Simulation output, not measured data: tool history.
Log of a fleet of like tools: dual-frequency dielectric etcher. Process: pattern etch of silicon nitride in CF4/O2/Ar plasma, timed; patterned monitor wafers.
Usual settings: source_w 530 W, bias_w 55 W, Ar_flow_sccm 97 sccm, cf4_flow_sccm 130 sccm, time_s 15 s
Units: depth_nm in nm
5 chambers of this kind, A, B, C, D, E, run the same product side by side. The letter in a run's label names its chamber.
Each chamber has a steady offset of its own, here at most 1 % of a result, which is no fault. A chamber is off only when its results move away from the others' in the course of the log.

run   hour  source_w  bias_w  Ar_flow_sccm  cf4_flow_sccm  time_s  hours since the last wet clean  hours since the last source power generator calibration  hours since the last bias power generator calibration  hours since the last Ar flow controller change  hours since the last CF4 flow controller change  read-back reference wafer on the same gauge, depth_nm  depth_nm
 1D    3.4       530      55            97            130      15                           429.1                                                   3166.9                                                 2135.3                                          1900.6                                           2173.4                                                 26.990    32.148
 2A    7.2       530      55            97            130      15                           445.4                                                   4384.8                                                 1441.1                                          3665.2                                            494.0                                                 26.991    31.938
 3C   11.4       530      55            97            130      15                           420.7                                                   1364.8                                                  647.0                                           747.5                                             87.3                                                 27.001    32.124
      13.7  -- chamber C: wet clean of the chamber
 4E   17.4       530      55            97            130      15                           445.8                                                   1008.4                                                  368.9                                           840.7                                           1127.7                                                 26.991    32.362
 5B   22.7       530      55            97            130      15                           485.1                                                   1288.9                                                 2334.8                                          1655.3                                           1498.9                                                 26.981    32.137
 6A   26.9       530      55            97            130      15                           465.1                                                   4404.5                                                 1460.8                                          3684.9                                            513.7                                                 26.985    31.908
 7C   34.4       530      55            97            130      15                            20.7                                                   1387.8                                                  670.0                                           770.5                                            110.3                                                 26.970    32.086
 8E   39.4       530      55            97            130      19                           467.8                                                   1030.4                                                  390.9                                           862.7                                           1149.7                                                 26.966    40.882
 9B   43.7       530      55            97            130      19                           506.1                                                   1309.9                                                 2355.8                                          1676.3                                           1519.9                                                 26.972    40.665
10D   50.1       530      55            97            130      19                           475.8                                                   3213.6                                                 2182.0                                          1947.3                                           2220.1                                                 26.957    40.703
11E   54.8       530      55            97            130      19                           483.2                                                   1045.8                                                  406.3                                           878.1                                           1165.1                                                 26.955    40.930
      56.3  -- chamber D: bias power generator calibrated
12D   58.2       530      55            97            130      19                           483.9                                                   3221.7                                                    2.0                                          1955.4                                           2228.2                                                 26.956    40.619
13C   62.1       530      55            97            130      15                            48.4                                                   1415.5                                                  697.7                                           798.2                                            138.0                                                 26.951    32.058
14A   68.1       530      55            97            130      15                           506.3                                                   4445.7                                                 1502.0                                          3726.1                                            554.9                                                 26.946    31.849
15B   72.8       530      55            97            130      15                           535.2                                                   1339.0                                                 2384.9                                          1705.4                                           1549.0                                                 26.945    32.101
16C   76.5       530      55            97            130      15                            62.8                                                   1429.9                                                  712.1                                           812.6                                            152.4                                                 26.939    32.041
17E   83.1       530      55            97            130      15                           511.5                                                   1074.1                                                  434.6                                           906.4                                           1193.4                                                 26.930    32.280
18B   86.7       530      55            97            130      15                           549.1                                                   1352.9                                                 2398.8                                          1719.3                                           1562.9                                                 26.936    32.082
19D   94.0       530      55            97            130      15                           519.7                                                   3257.5                                                   37.8                                          1991.2                                           2264.0                                                 26.924    32.068
      96.0  -- chamber A: wet clean of the chamber
      98.8  -- chamber E: wet clean of the chamber
20A  100.7       530      55            97            130      15                             4.8                                                   4478.3                                                 1534.6                                          3758.7                                            587.5                                                 26.917    31.868
21B  104.6       530      55            97            130      15                           567.0                                                   1370.8                                                 2416.7                                          1737.2                                           1580.8                                                 26.910    32.021
22E  110.5       530      55            97            130      15                            11.7                                                   1101.5                                                  462.0                                           933.8                                           1220.8                                                 26.909    32.238
23A  116.1       530      55            97            130      15                            20.2                                                   4493.7                                                 1550.0                                          3774.1                                            602.9                                                 26.904    31.764
     120.0  -- chamber B: wet clean of the chamber
24D  121.5       530      55            97            130      15                           547.2                                                   3285.0                                                   65.3                                          2018.7                                           2291.5                                                 26.903    31.992
25C  128.0       530      55            97            130      15                           114.3                                                   1481.4                                                  763.6                                           864.1                                            203.9                                                 26.899    31.992
26C  133.5       530      55            97            130      15                           119.8                                                   1486.9                                                  769.1                                           869.6                                            209.4                                                 26.890    31.981
27D  138.7       530      55            97            130      15                           564.4                                                   3302.2                                                   82.5                                          2035.9                                           2308.7                                                 26.883    31.997
28E  143.4       530      55            97            130      15                            44.6                                                   1134.4                                                  494.9                                           966.7                                           1253.7                                                 26.877    32.157
29B  146.9       530      55            97            130      15                            26.9                                                   1413.1                                                 2459.0                                          1779.5                                           1623.1                                                 26.879    32.057
30A  152.7       530      55            97            130      15                            56.8                                                   4530.3                                                 1586.6                                          3810.7                                            639.5                                                 26.868    31.835

What goes on in this fleet: one chamber off, a drifting gauge, or nothing beyond the chambers' own small offsets? Name the chamber and the cause, if any.

The gauge drifts, so all chambers seem to drift together. No chamber is off.
Cause: gauge reads low (%) = 0.474.

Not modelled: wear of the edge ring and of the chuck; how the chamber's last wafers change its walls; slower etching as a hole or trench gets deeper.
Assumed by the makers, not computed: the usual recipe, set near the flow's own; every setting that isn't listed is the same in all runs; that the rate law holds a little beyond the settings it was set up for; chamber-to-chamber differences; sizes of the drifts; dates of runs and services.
